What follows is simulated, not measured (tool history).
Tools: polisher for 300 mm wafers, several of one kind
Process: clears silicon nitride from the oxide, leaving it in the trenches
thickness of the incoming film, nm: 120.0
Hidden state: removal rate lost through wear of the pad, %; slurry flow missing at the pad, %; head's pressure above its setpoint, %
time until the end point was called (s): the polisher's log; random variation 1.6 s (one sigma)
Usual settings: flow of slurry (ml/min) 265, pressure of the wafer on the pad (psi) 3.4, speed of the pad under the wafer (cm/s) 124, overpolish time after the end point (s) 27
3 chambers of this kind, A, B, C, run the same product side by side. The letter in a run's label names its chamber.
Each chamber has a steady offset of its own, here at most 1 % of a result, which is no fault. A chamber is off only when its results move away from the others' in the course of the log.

run   hour  flow of slurry (ml/min)  pressure of the wafer on the pad (psi)  speed of the pad under the wafer (cm/s)  overpolish time after the end point (s)  wafers polished on this pad  hours since the slurry nozzle was cleaned  hours since the head pressure was calibrated  time until the end point was called (s)
       3.8  -- chamber A: worn pad replaced by a new one
 1A    7.1                      265                                     3.4                                      124                                       27                           17                                      229.7                                         836.1                                   94.798
 2B   12.6                      265                                     3.4                                      124                                       27                          367                                      143.5                                         444.2                                   93.529
 3C   20.9                      265                                     3.4                                      124                                       27                          651                                      273.8                                         140.7                                   95.167
 4C   26.7                      265                                     3.4                                      124                                       27                          681                                      279.6                                         146.5                                   95.479
 5A     35                      265                                     3.4                                      124                                       27                          159                                      257.6                                           864                                   94.438
 6B   43.5                      265                                     3.4                                      124                                       27                          525                                      174.4                                         475.1                                   96.318
 7C   48.3                      265                                     3.4                                      124                                       27                          792                                      301.2                                         168.1                                   94.811
 8B   56.8                      265                                     3.4                                      124                                       27                          593                                      187.7                                         488.4                                   95.158
 9A   61.2                      265                                     3.4                                      124                                       27                          293                                      283.8                                         890.2                                   98.714
10B   69.3                      265                                     3.4                                      124                                       27                          657                                      200.2                                         500.9                                   99.359
11C   75.5                      265                                     4.5                                      100                                       27                          931                                      328.4                                         195.3                                   92.949
12A   79.2                      265                                     4.5                                      100                                       27                          386                                      301.8                                         908.2                                   87.119
13A   87.9                      265                                     4.5                                      100                                       27                          430                                      310.5                                         916.9                                   91.001
14C   95.4                      265                                     3.4                                      124                                       27                         1032                                      348.3                                         215.2                                   98.742
15B  103.1                      265                                     3.4                                      124                                       27                          830                                        234                                         534.7                                   96.404
16B  111.2                      265                                     3.4                                      124                                       27                          871                                      242.1                                         542.8                                   96.943
17A    117                      265                                     3.4                                      124                                       27                          579                                      339.6                                           946                                   95.027
18C  122.3                      230                                     3.4                                      124                                       27                         1170                                      375.2                                         242.1                                   96.871
19C  128.5                      230                                     3.4                                      124                                       27                         1202                                      381.4                                         248.3                                   99.432
     129.7  -- chamber B: worn pad replaced by a new one
20A    133                      230                                     3.4                                      124                                       27                          661                                      355.6                                           962                                   100.26
21B  140.1                      265                                     3.4                                      124                                       27                           53                                        271                                         571.7                                   97.361
     140.2  -- chamber C: worn pad replaced by a new one
22A  148.5                      265                                     3.4                                      124                                       27                          740                                      371.1                                         977.5                                   96.482
23B  155.5                      265                                     3.4                                      124                                       27                          132                                      286.4                                         587.1                                    94.87
24C  162.7                      265                                     3.4                                      124                                       27                          115                                      415.6                                         282.5                                   95.801
25C  168.5                      265                                     3.4                                      124                                       27                          144                                      421.4                                         288.3                                   97.953
26B  173.8                      265                                     3.4                                      124                                       27                          225                                      304.7                                         605.4                                   96.544
27A  182.1                      265                                     3.4                                      124                                       27                          912                                      404.7                                        1011.1                                   95.599
28A  190.8                      265                                     3.4                                      124                                       27                          956                                      413.4                                        1019.8                                    96.27
29C  198.2                      265                                     3.4                                      124                                       27                          296                                      451.1                                           318                                   97.295

What goes on in this fleet: one chamber off, a drifting gauge, or nothing beyond the chambers' own small offsets? Name the chamber and the cause, if any.

No chamber stands off beyond its own small offset, and the gauge holds steady.
